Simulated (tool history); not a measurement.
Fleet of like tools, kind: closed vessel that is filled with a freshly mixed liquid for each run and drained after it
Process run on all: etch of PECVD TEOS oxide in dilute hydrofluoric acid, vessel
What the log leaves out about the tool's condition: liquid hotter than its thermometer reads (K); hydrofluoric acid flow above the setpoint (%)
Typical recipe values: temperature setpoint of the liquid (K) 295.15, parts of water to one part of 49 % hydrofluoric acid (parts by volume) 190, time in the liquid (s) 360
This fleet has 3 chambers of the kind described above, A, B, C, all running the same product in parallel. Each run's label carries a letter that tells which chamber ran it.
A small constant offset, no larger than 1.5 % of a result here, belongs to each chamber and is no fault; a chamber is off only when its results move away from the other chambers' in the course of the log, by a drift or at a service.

run	hour	temperature setpoint of the liquid (K)	parts of water to one part of 49 % hydrofluoric acid (parts by volume)	time in the liquid (s)	hours since the thermometer was replaced	hours since the hydrofluoric acid flow meter was replaced	read-back film thickness of the PECVD TEOS oxide reference wafer, read on the same gauge (nm)	thickness taken off the PECVD TEOS oxide on a monitor wafer (Å)
1A	8.1	295.15	190	360	1380.2	638.5	39.990	137.070
2C	12.7	295.15	190	360	1462.2	121.3	39.971	135.780
3B	17.6	295.15	190	360	859.1	597.2	40.013	136.790
4B	24.9	295.15	190	360	866.4	604.5	39.973	135.750
5C	32.3	295.15	190	360	1481.8	140.9	40.002	135.720
6A	39.8	295.15	190	360	1411.9	670.2	40.010	137.150
7A	48.4	295.15	190	360	1420.5	678.8	39.986	136.590
8C	53.0	295.15	190	360	1502.5	161.6	39.992	135.340
9B	61.1	295.15	190	360	902.6	640.7	39.993	135.860
10B	67.1	295.15	190	360	908.6	646.7	40.004	135.720
11C	73.6	295.15	190	360	1523.1	182.2	39.991	135.060
12A	80.0	295.15	190	360	1452.1	710.4	40.021	136.870
13A	84.8	295.15	190	360	1456.9	715.2	39.995	136.850
14B	89.3	295.15	120	360	930.8	668.9	40.002	232.640
15C	95.1	295.15	120	360	1544.6	203.7	40.008	230.220
16A	103.7	295.15	120	360	1475.8	734.1	40.004	232.260
17C	108.2	295.15	190	360	1557.7	216.8	40.027	135.760
18B	113.8	295.15	190	360	955.3	693.4	40.001	135.720
19A	119.3	295.15	190	360	1491.4	749.7	40.011	137.710
20B	125.1	295.15	190	360	966.6	704.7	39.982	135.260
21C	132.7	295.15	265	360	1582.2	241.3	40.005	90.846
22B	140.9	295.15	265	360	982.4	720.5	40.000	90.450
23C	149.3	295.15	265	360	1598.8	257.9	39.991	90.995
24A	153.7	295.15	190	360	1525.8	784.1	40.007	139.180
25A	161.4	295.15	190	360	1533.5	791.8	40.020	139.610
26B	168.0	295.15	190	360	1009.5	747.6	39.999	136.150
27C	173.7	295.15	190	360	1623.2	282.3	39.996	135.930
28B	179.1	295.15	190	360	1020.6	758.7	40.015	136.500
29C	183.6	295.15	190	360	1633.1	292.2	40.015	136.000
30A	189.4	295.15	190	360	1561.5	819.8	40.012	138.880
31C	197.9	295.15	190	360	1647.4	306.5	39.985	136.030
32A	205.4	295.15	190	360	1577.5	835.8	40.003	140.210
33B	209.8	295.15	190	360	1051.3	789.4	40.012	137.240
34A	214.5	295.15	190	360	1586.6	844.9	40.017	139.690
35B	221.1	295.15	190	360	1062.6	800.7	40.025	136.650
36C	226.6	295.15	190	360	1676.1	335.2	40.005	135.330
37C	234.2	295.15	190	360	1683.7	342.8	39.992	136.090
38B	239.4	295.15	190	360	1080.9	819.0	39.993	136.130
39A	244.7	295.15	135	270	1616.8	875.1	39.998	157.290
40B	250.2	295.15	135	270	1091.7	829.8	40.015	151.610

The same settings go to every chamber for the next run, one line per chamber below. Forecast the results for each:
41A	256.4	295.15	190	505				?
41B	256.4	295.15	190	505				?
41C	256.4	295.15	190	505				?

run	thickness taken off the PECVD TEOS oxide on a monitor wafer (Å)
41A	198.840
41B	191.410
41C	191.830

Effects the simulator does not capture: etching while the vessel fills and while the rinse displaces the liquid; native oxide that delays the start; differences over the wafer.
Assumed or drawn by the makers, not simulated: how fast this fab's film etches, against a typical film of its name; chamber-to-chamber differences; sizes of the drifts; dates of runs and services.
